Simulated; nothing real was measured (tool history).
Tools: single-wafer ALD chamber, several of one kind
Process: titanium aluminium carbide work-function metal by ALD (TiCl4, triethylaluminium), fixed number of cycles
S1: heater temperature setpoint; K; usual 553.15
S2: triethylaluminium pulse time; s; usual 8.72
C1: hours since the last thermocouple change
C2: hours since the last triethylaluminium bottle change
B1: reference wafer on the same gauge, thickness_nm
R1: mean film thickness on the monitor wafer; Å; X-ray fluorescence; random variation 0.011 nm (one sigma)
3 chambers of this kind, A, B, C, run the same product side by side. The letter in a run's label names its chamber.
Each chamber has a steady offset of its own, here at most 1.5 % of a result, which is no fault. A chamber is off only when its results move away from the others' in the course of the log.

run 1C hour=4.0 | S1=553.15 S2=8.72 | C1=374.5 C2=673.0 | B1=1.5191 | R1=17.635
run 2A hour=7.5 | S1=553.15 S2=8.72 | C1=450.2 C2=98.1 | B1=1.5168 | R1=17.945
run 3B hour=10.0 | S1=553.15 S2=8.72 | C1=64.7 C2=867.3 | B1=1.5187 | R1=18.099
run 4C hour=12.4 | S1=553.15 S2=8.72 | C1=382.9 C2=681.4 | B1=1.5196 | R1=17.787
run 5A hour=16.1 | S1=553.15 S2=8.72 | C1=458.8 C2=106.7 | B1=1.5208 | R1=17.976
run 6B hour=20.0 | S1=553.15 S2=8.72 | C1=74.7 C2=877.3 | B1=1.5202 | R1=18.009
run 7A hour=21.9 | S1=553.15 S2=8.72 | C1=464.6 C2=112.5 | B1=1.5239 | R1=17.963
run 8B hour=25.8 | S1=553.15 S2=8.72 | C1=80.5 C2=883.1 | B1=1.5201 | R1=18.001
run 9C hour=28.5 | S1=553.15 S2=8.72 | C1=399.0 C2=697.5 | B1=1.5196 | R1=17.722
run 10B hour=32.5 | S1=553.15 S2=8.72 | C1=87.2 C2=889.8 | B1=1.5177 | R1=18.057
run 11A hour=36.2 | S1=553.15 S2=8.72 | C1=478.9 C2=126.8 | B1=1.5222 | R1=17.907
run 12C hour=39.4 | S1=553.15 S2=8.72 | C1=409.9 C2=708.4 | B1=1.5227 | R1=17.753
run 13C hour=43.7 | S1=553.15 S2=8.72 | C1=414.2 C2=712.7 | B1=1.5217 | R1=17.640
run 14A hour=46.6 | S1=553.15 S2=8.72 | C1=489.3 C2=137.2 | B1=1.5211 | R1=17.975
run 15B hour=50.2 | S1=553.15 S2=8.72 | C1=104.9 C2=907.5 | B1=1.5181 | R1=17.882
run 16B hour=53.8 | S1=553.15 S2=8.72 | C1=108.5 C2=911.1 | B1=1.5181 | R1=18.003
run 17A hour=56.8 | S1=553.15 S2=8.72 | C1=499.5 C2=147.4 | B1=1.5207 | R1=17.908
run 18C hour=58.8 | S1=553.15 S2=8.72 | C1=429.3 C2=727.8 | B1=1.5177 | R1=17.449
run 19B hour=61.1 | S1=553.15 S2=8.72 | C1=115.8 C2=918.4 | B1=1.5200 | R1=18.002
run 20C hour=65.2 | S1=553.15 S2=8.72 | C1=435.7 C2=734.2 | B1=1.5191 | R1=17.140
run 21A hour=69.1 | S1=553.15 S2=8.72 | C1=511.8 C2=159.7 | B1=1.5202 | R1=17.964
run 22A hour=72.4 | S1=553.15 S2=8.72 | C1=515.1 C2=163.0 | B1=1.5209 | R1=17.773
run 23B hour=74.4 | S1=553.15 S2=8.72 | C1=129.1 C2=931.7 | B1=1.5216 | R1=18.206
run 24C hour=76.7 | S1=562.15 S2=11.06 | C1=447.2 C2=745.7 | B1=1.5209 | R1=18.735
run 25A hour=80.1 | S1=562.15 S2=11.06 | C1=522.8 C2=170.7 | B1=1.5220 | R1=19.088
run 26C hour=83.6 | S1=562.15 S2=11.06 | C1=454.1 C2=752.6 | B1=1.5223 | R1=18.518

Next, every chamber runs the same settings. What will each give?
run 27A hour=86.7 | S1=553.15 S2=8.72 | R1=?
run 27B hour=86.7 | S1=553.15 S2=8.72 | R1=?
run 27C hour=86.7 | S1=553.15 S2=8.72 | R1=?

run=27A R1=18.182
run=27B R1=17.890
run=27C R1=17.131
